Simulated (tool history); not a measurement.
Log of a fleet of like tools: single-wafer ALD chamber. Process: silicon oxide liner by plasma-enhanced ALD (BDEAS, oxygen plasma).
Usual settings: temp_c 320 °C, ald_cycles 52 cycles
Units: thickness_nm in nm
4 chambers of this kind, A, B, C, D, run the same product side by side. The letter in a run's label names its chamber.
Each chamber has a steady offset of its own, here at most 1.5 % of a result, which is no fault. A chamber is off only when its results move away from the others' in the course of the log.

run   hour  temp_c  ald_cycles  hours since the last thermocouple change  read-back reference wafer on the same gauge, thickness_nm  thickness_nm
 1B    8.7     320          52                                     660.7                                                     4.3725        4.7206
 2D   17.2     320          52                                     132.7                                                     4.3723        4.6487
 3A   29.0     320          52                                    1151.5                                                     4.3732        4.6566
 4C   36.0     320          52                                    1226.5                                                     4.3721        4.6748
 5A   45.5     320          52                                    1168.0                                                     4.3736        4.6403
 6D   56.9     320          52                                     172.4                                                     4.3754        4.6427
 7C   64.1     320          52                                    1254.6                                                     4.3756        4.7021
 8B   69.6     320          52                                     721.6                                                     4.3762        4.7130
 9D   80.6     320          52                                     196.1                                                     4.3773        4.6626
      86.8  -- chamber A: thermocouple changed; heater temperature recalibrated
10B   86.9     320          43                                     738.9                                                     4.3791        3.9046
11C   97.2     320          43                                    1287.7                                                     4.3782        3.8716
12A  107.3     320          43                                      20.6                                                     4.3810        3.8394
13B  114.8     320          43                                     766.8                                                     4.3815        3.9048
14A  120.7     320          52                                      34.0                                                     4.3790        4.6416
15D  126.2     320          61                                     241.7                                                     4.3784        5.4775
16C  132.8     320          61                                    1323.3                                                     4.3814        5.5104
17A  140.9     320          61                                      54.2                                                     4.3822        5.4701
18D  150.1     320          61                                     265.6                                                     4.3827        5.4855
19B  158.5     320          52                                     810.5                                                     4.3835        4.7195
20C  166.8     320          52                                    1357.3                                                     4.3862        4.6903
21C  178.0     320          52                                    1368.5                                                     4.3844        4.7000
22B  187.5     320          52                                     839.5                                                     4.3874        4.7240
23A  200.1     320          52                                     113.4                                                     4.3884        4.6572
24D  212.5     320          52                                     328.0                                                     4.3876        4.6630
25A  218.4     320          52                                     131.7                                                     4.3890        4.6625
26C  225.2     320          52                                    1415.7                                                     4.3905        4.7129
27B  234.5     320          52                                     886.5                                                     4.3905        4.7272
28D  240.8     320          52                                     356.3                                                     4.3901        4.6737
29B  247.8     320          52                                     899.8                                                     4.3930        4.7296
30C  260.2     320          52                                    1450.7                                                     4.3941        4.7065
31A  269.8     320          52                                     183.1                                                     4.3960        4.6658
32D  278.7     320          52                                     394.2                                                     4.3953        4.6868
33B  287.2     320          52                                     939.2                                                     4.3951        4.7233
34C  296.0     320          52                                    1486.5                                                     4.3950        4.7042
35D  306.4     320          52                                     421.9                                                     4.3969        4.6700
36A  318.0     320          52                                     231.3                                                     4.3981        4.6835

All 4 chambers run these settings next. Forecast each chamber's results:
37A  327.0     330          52                                                                                                                  ?
37B  327.0     330          52                                                                                                                  ?
37C  327.0     330          52                                                                                                                  ?
37D  327.0     330          52                                                                                                                  ?

run  thickness_nm
37A        4.6139
37B        4.6732
37C        4.6456
37D        4.6122

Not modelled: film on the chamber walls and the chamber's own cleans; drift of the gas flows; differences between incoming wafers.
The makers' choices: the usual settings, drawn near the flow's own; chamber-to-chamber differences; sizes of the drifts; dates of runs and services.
